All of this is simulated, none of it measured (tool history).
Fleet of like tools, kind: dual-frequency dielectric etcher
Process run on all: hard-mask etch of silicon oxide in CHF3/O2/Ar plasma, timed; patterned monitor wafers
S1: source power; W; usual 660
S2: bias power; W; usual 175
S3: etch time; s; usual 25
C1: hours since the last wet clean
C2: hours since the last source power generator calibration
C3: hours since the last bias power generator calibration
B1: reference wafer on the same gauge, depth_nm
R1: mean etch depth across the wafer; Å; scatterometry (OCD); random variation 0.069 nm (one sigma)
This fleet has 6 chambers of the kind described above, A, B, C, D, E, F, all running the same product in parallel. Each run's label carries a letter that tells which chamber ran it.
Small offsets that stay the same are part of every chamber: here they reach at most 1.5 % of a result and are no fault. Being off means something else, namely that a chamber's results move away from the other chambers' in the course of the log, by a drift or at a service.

run	hour	S1	S2	S3	C1	C2	C3	B1	R1
# hour 3.2: chamber C: bias power generator calibrated
1D	7.1	660	175	25	45.2	2992.3	903.6	59.696	506.61
# hour 11.5: chamber C: wet clean of the chamber
2C	16.2	660	175	25	4.7	320.0	13.1	59.712	500.24
3B	25.9	660	175	25	162.0	875.4	3980.7	59.720	506.18
4A	34.8	660	175	25	335.6	2866.3	1032.0	59.743	503.63
5E	41.4	660	175	25	482.4	1111.6	489.0	59.731	503.34
6F	49.8	660	175	25	417.3	652.8	1957.2	59.750	501.56
7C	57.3	660	175	25	45.8	361.1	54.2	59.752	501.46
# hour 63.0: chamber F: wet clean of the chamber
8D	65.7	660	204	25	103.8	3050.9	962.2	59.761	536.73
9B	76.2	660	204	25	212.3	925.7	4031.0	59.767	532.47
10E	84.1	660	204	25	525.1	1154.3	531.7	59.777	531.02
11F	95.5	660	204	25	32.6	698.5	2002.9	59.763	529.48
# hour 106.3: chamber E: wet clean of the chamber
12A	107.5	660	204	25	408.3	2939.0	1104.7	59.788	531.44
# hour 114.4: chamber A: wet clean of the chamber
13B	118.6	660	204	25	254.7	968.1	4073.4	59.786	533.06
14E	125.9	660	175	25	19.6	1196.1	573.5	59.802	504.05
15F	132.8	660	175	25	69.9	735.8	2040.2	59.821	503.13
16A	143.7	660	175	25	29.3	2975.2	1140.9	59.825	505.51
17C	153.0	660	175	25	141.5	456.8	149.9	59.808	503.40
18D	165.3	660	175	25	203.4	3150.5	1061.8	59.829	509.32
19F	173.1	660	175	25	110.2	776.1	2080.5	59.824	502.60
20A	179.9	660	175	25	65.5	3011.4	1177.1	59.867	505.16
21E	188.5	660	175	25	82.2	1258.7	636.1	59.837	504.43
22C	200.2	660	175	25	188.7	504.0	197.1	59.859	504.13
# hour 204.6: chamber F: bias power generator calibrated
23D	212.8	770	175	25	250.9	3198.0	1109.3	59.900	540.97
24B	223.7	770	175	25	359.8	1073.2	4178.5	59.865	538.46
# hour 228.3: chamber B: bias power generator calibrated
25F	234.6	770	175	25	171.7	837.6	30.0	59.877	532.76
26E	243.1	770	175	25	136.8	1313.3	690.7	59.861	534.83
27D	254.0	770	175	25	292.1	3239.2	1150.5	59.905	539.95
28C	265.2	770	175	25	253.7	569.0	262.1	59.906	533.90
29B	273.6	660	175	25	409.7	1123.1	45.4	59.898	507.43
30A	287.3	660	175	25	172.9	3118.8	1284.5	59.945	505.65
31D	300.4	660	175	25	338.5	3285.6	1196.9	59.940	509.07
32C	315.1	660	175	25	303.6	618.9	312.0	59.967	504.00
# hour 321.1: chamber D: wet clean of the chamber
33B	327.7	660	175	25	463.8	1177.2	99.5	59.971	506.75
34A	340.3	660	175	25	225.9	3171.8	1337.5	59.962	507.45
35E	349.8	660	175	25	243.5	1420.0	797.4	59.999	505.15
36F	360.0	660	175	25	297.1	963.0	155.4	59.990	503.62
# hour 363.8: chamber B: wet clean of the chamber
37D	370.6	660	175	25	49.6	3355.8	1267.1	59.981	509.46
38C	377.3	660	175	25	365.8	681.1	374.2	60.008	503.43
39B	384.6	660	175	25	20.8	1234.1	156.4	60.015	507.21
40A	391.4	660	175	25	277.0	3222.9	1388.6	60.006	506.11
41F	399.6	660	175	25	336.7	1002.6	195.0	60.006	504.55

Predict what each chamber gives when all 6 of them run the settings below next.
42A	410.2	660	208	25					?
42B	410.2	660	208	25					?
42C	410.2	660	208	25					?
42D	410.2	660	208	25					?
42E	410.2	660	208	25					?
42F	410.2	660	208	25					?

run	R1
42A	537.04
42B	537.35
42C	535.40
42D	540.83
42E	536.14
42F	533.79

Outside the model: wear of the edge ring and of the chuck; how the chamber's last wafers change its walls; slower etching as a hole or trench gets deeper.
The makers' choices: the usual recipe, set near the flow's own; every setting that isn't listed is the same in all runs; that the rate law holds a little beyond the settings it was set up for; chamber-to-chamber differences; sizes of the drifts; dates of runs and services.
